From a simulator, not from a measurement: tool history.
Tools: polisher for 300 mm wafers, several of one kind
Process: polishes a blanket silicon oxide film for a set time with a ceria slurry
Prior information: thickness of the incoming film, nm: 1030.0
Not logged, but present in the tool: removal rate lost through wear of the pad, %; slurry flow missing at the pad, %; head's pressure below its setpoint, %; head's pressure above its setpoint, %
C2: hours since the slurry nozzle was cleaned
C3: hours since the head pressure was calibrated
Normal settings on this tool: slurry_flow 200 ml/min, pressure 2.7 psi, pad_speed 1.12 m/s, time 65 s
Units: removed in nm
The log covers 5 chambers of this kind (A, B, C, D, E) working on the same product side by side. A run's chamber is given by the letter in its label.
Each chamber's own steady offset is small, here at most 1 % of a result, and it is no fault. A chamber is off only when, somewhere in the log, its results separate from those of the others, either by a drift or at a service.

run 1D hour=7.9 | slurry_flow=200 pressure=2.7 pad_speed=1.12 time=65 | wafers_polished_on_this_pad=710 C2=59 C3=1053.8 | removed=234.7
run 2E hour=15.8 | slurry_flow=200 pressure=2.7 pad_speed=1.12 time=65 | wafers_polished_on_this_pad=258 C2=36.4 C3=449.8 | removed=231.19
run 3C hour=25.2 | slurry_flow=200 pressure=2.7 pad_speed=1.12 time=65 | wafers_polished_on_this_pad=920 C2=41.1 C3=725.6 | removed=235.79
-- hour=28.7 chamber D: worn pad replaced by a new one
-- hour=31.8 chamber C: worn pad replaced by a new one
run 4B hour=32.6 | slurry_flow=200 pressure=2.7 pad_speed=1.12 time=65 | wafers_polished_on_this_pad=745 C2=140.9 C3=285.3 | removed=233.86
-- hour=35.7 chamber A: worn pad replaced by a new one
-- hour=38.5 chamber B: worn pad replaced by a new one
run 5A hour=41.8 | slurry_flow=200 pressure=2.7 pad_speed=0.9 time=65 | wafers_polished_on_this_pad=91 C2=548.4 C3=104.2 | removed=190.18
run 6B hour=46.9 | slurry_flow=200 pressure=2.7 pad_speed=0.9 time=65 | wafers_polished_on_this_pad=125 C2=155.2 C3=299.6 | removed=191.59
run 7D hour=56.2 | slurry_flow=200 pressure=2.7 pad_speed=0.9 time=65 | wafers_polished_on_this_pad=408 C2=107.3 C3=1102.1 | removed=187.28
run 8A hour=64.2 | slurry_flow=200 pressure=2.7 pad_speed=0.9 time=65 | wafers_polished_on_this_pad=424 C2=570.8 C3=126.6 | removed=185.81
-- hour=68.2 chamber E: worn pad replaced by a new one
run 9C hour=69.9 | slurry_flow=200 pressure=2.7 pad_speed=0.9 time=65 | wafers_polished_on_this_pad=566 C2=85.8 C3=770.3 | removed=194.28
run 10E hour=78.1 | slurry_flow=200 pressure=2.7 pad_speed=1.12 time=65 | wafers_polished_on_this_pad=147 C2=98.7 C3=512.1 | removed=237.41
run 11B hour=86.1 | slurry_flow=200 pressure=2.7 pad_speed=1.12 time=65 | wafers_polished_on_this_pad=707 C2=194.4 C3=338.8 | removed=239.53
run 12D hour=94.4 | slurry_flow=200 pressure=2.7 pad_speed=1.46 time=65 | wafers_polished_on_this_pad=976 C2=145.5 C3=1140.3 | removed=307.96
-- hour=94.5 chamber B: worn pad replaced by a new one
-- hour=96 chamber D: worn pad replaced by a new one
-- hour=98 chamber C: worn pad replaced by a new one
run 13A hour=100.2 | slurry_flow=200 pressure=2.7 pad_speed=1.46 time=65 | wafers_polished_on_this_pad=958 C2=606.8 C3=162.6 | removed=306.54
run 14E hour=107 | slurry_flow=200 pressure=2.7 pad_speed=1.46 time=65 | wafers_polished_on_this_pad=576 C2=127.6 C3=541 | removed=303.25
-- hour=115.6 chamber A: worn pad replaced by a new one
run 15C hour=116.9 | slurry_flow=200 pressure=2.7 pad_speed=1.46 time=65 | wafers_polished_on_this_pad=282 C2=132.8 C3=817.3 | removed=310.89
run 16C hour=121.8 | slurry_flow=200 pressure=2.7 pad_speed=1.46 time=65 | wafers_polished_on_this_pad=354 C2=137.7 C3=822.2 | removed=309.59
-- hour=127.6 chamber E: worn pad replaced by a new one
run 17A hour=130.4 | slurry_flow=200 pressure=2.7 pad_speed=1.12 time=65 | wafers_polished_on_this_pad=220 C2=637 C3=192.8 | removed=236.91
-- hour=131.1 chamber A: slurry nozzle cleaned
run 18D hour=139.3 | slurry_flow=200 pressure=2.7 pad_speed=1.12 time=65 | wafers_polished_on_this_pad=643 C2=190.4 C3=1185.2 | removed=235.72
run 19B hour=146.4 | slurry_flow=200 pressure=2.7 pad_speed=1.12 time=65 | wafers_polished_on_this_pad=772 C2=254.7 C3=399.1 | removed=236.97
-- hour=147.8 chamber B: worn pad replaced by a new one
run 20E hour=150.8 | slurry_flow=200 pressure=2.7 pad_speed=1.12 time=65 | wafers_polished_on_this_pad=344 C2=171.4 C3=584.8 | removed=231.95
-- hour=151.4 chamber C: worn pad replaced by a new one
-- hour=153 chamber D: worn pad replaced by a new one
run 21A hour=159.4 | slurry_flow=200 pressure=2.7 pad_speed=1.12 time=65 | wafers_polished_on_this_pad=651 C2=28.3 C3=221.8 | removed=237.69
run 22D hour=165 | slurry_flow=200 pressure=2.7 pad_speed=1.12 time=65 | wafers_polished_on_this_pad=179 C2=216.1 C3=1210.9 | removed=235.89
run 23C hour=171.1 | slurry_flow=200 pressure=2.7 pad_speed=1.12 time=65 | wafers_polished_on_this_pad=294 C2=187 C3=871.5 | removed=230.8
run 24E hour=178.1 | slurry_flow=200 pressure=2.7 pad_speed=1.12 time=65 | wafers_polished_on_this_pad=750 C2=198.7 C3=612.1 | removed=232.92
run 25B hour=182.5 | slurry_flow=200 pressure=2.7 pad_speed=1.12 time=65 | wafers_polished_on_this_pad=516 C2=290.8 C3=435.2 | removed=237.1
-- hour=184.8 chamber A: worn pad replaced by a new one
run 26C hour=190.1 | slurry_flow=200 pressure=2.7 pad_speed=1.12 time=65 | wafers_polished_on_this_pad=576 C2=206 C3=890.5 | removed=235.76
-- hour=190.9 chamber E: worn pad replaced by a new one
run 27A hour=199.6 | slurry_flow=200 pressure=2.7 pad_speed=1.12 time=65 | wafers_polished_on_this_pad=220 C2=68.5 C3=262 | removed=236.88
-- hour=200.7 chamber E: head pressure recalibrated
run 28B hour=207.7 | slurry_flow=240 pressure=2.7 pad_speed=1.12 time=65 | wafers_polished_on_this_pad=890 C2=316 C3=460.4 | removed=238.71
-- hour=212.9 chamber C: worn pad replaced by a new one
-- hour=215.4 chamber A: head pressure recalibrated
run 29D hour=215.9 | slurry_flow=240 pressure=2.7 pad_speed=1.12 time=65 | wafers_polished_on_this_pad=935 C2=267 C3=1261.8 | removed=239.81
-- hour=217.8 chamber B: worn pad replaced by a new one
-- hour=222.3 chamber D: worn pad replaced by a new one
run 30E hour=225.8 | slurry_flow=240 pressure=2.7 pad_speed=1.12 time=65 | wafers_polished_on_this_pad=518 C2=246.4 C3=25.1 | removed=239.29
run 31A hour=232.6 | slurry_flow=240 pressure=2.7 pad_speed=1.12 time=65 | wafers_polished_on_this_pad=710 C2=101.5 C3=17.2 | removed=238.46
run 32E hour=240.3 | slurry_flow=240 pressure=2.7 pad_speed=1.12 time=65 | wafers_polished_on_this_pad=734 C2=260.9 C3=39.6 | removed=238.27
run 33D hour=246 | slurry_flow=200 pressure=2.7 pad_speed=1.12 time=65 | wafers_polished_on_this_pad=352 C2=297.1 C3=1291.9 | removed=232.7
-- hour=251.7 chamber E: worn pad replaced by a new one
run 34C hour=251.7 | slurry_flow=200 pressure=2.7 pad_speed=1.12 time=65 | wafers_polished_on_this_pad=576 C2=267.6 C3=952.1 | removed=237.32
-- hour=254.4 chamber A: worn pad replaced by a new one
run 35B hour=259.8 | slurry_flow=200 pressure=2.7 pad_speed=1.12 time=65 | wafers_polished_on_this_pad=623 C2=368.1 C3=512.5 | removed=241.21
run 36D hour=265.9 | slurry_flow=200 pressure=2.7 pad_speed=1.12 time=65 | wafers_polished_on_this_pad=647 C2=317 C3=1311.8 | removed=238.86
run 37C hour=271.1 | slurry_flow=200 pressure=2.7 pad_speed=1.12 time=65 | wafers_polished_on_this_pad=864 C2=287 C3=971.5 | removed=234.83
-- hour=277 chamber D: head pressure recalibrated
-- hour=279.4 chamber B: worn pad replaced by a new one
run 38A hour=280.3 | slurry_flow=200 pressure=2.7 pad_speed=1.12 time=65 | wafers_polished_on_this_pad=386 C2=149.2 C3=64.9 | removed=234.8
-- hour=282.7 chamber C: worn pad replaced by a new one
-- hour=283.8 chamber D: worn pad replaced by a new one
run 39E hour=286.6 | slurry_flow=200 pressure=2.7 pad_speed=1.12 time=65 | wafers_polished_on_this_pad=518 C2=307.2 C3=85.9 | removed=235.33
run 40B hour=294.9 | slurry_flow=200 pressure=2.7 pad_speed=1.12 time=65 | wafers_polished_on_this_pad=230 C2=403.2 C3=547.6 | removed=237.51
run 41D hour=304.5 | slurry_flow=200 pressure=2.7 pad_speed=1.12 time=65 | wafers_polished_on_this_pad=308 C2=355.6 C3=27.5 | removed=232.85
run 42C hour=309.5 | slurry_flow=200 pressure=2.7 pad_speed=1.12 time=65 | wafers_polished_on_this_pad=398 C2=325.4 C3=1009.9 | removed=236.35

Read the log: is a single chamber off, either drifting away or since a service, is the gauge that measures every chamber drifting, or is nothing wrong beyond small per-chamber offsets? Name any odd chamber and what most likely caused it.

Neither any chamber nor the gauge drifts; the chambers differ only by their own small, steady offsets.

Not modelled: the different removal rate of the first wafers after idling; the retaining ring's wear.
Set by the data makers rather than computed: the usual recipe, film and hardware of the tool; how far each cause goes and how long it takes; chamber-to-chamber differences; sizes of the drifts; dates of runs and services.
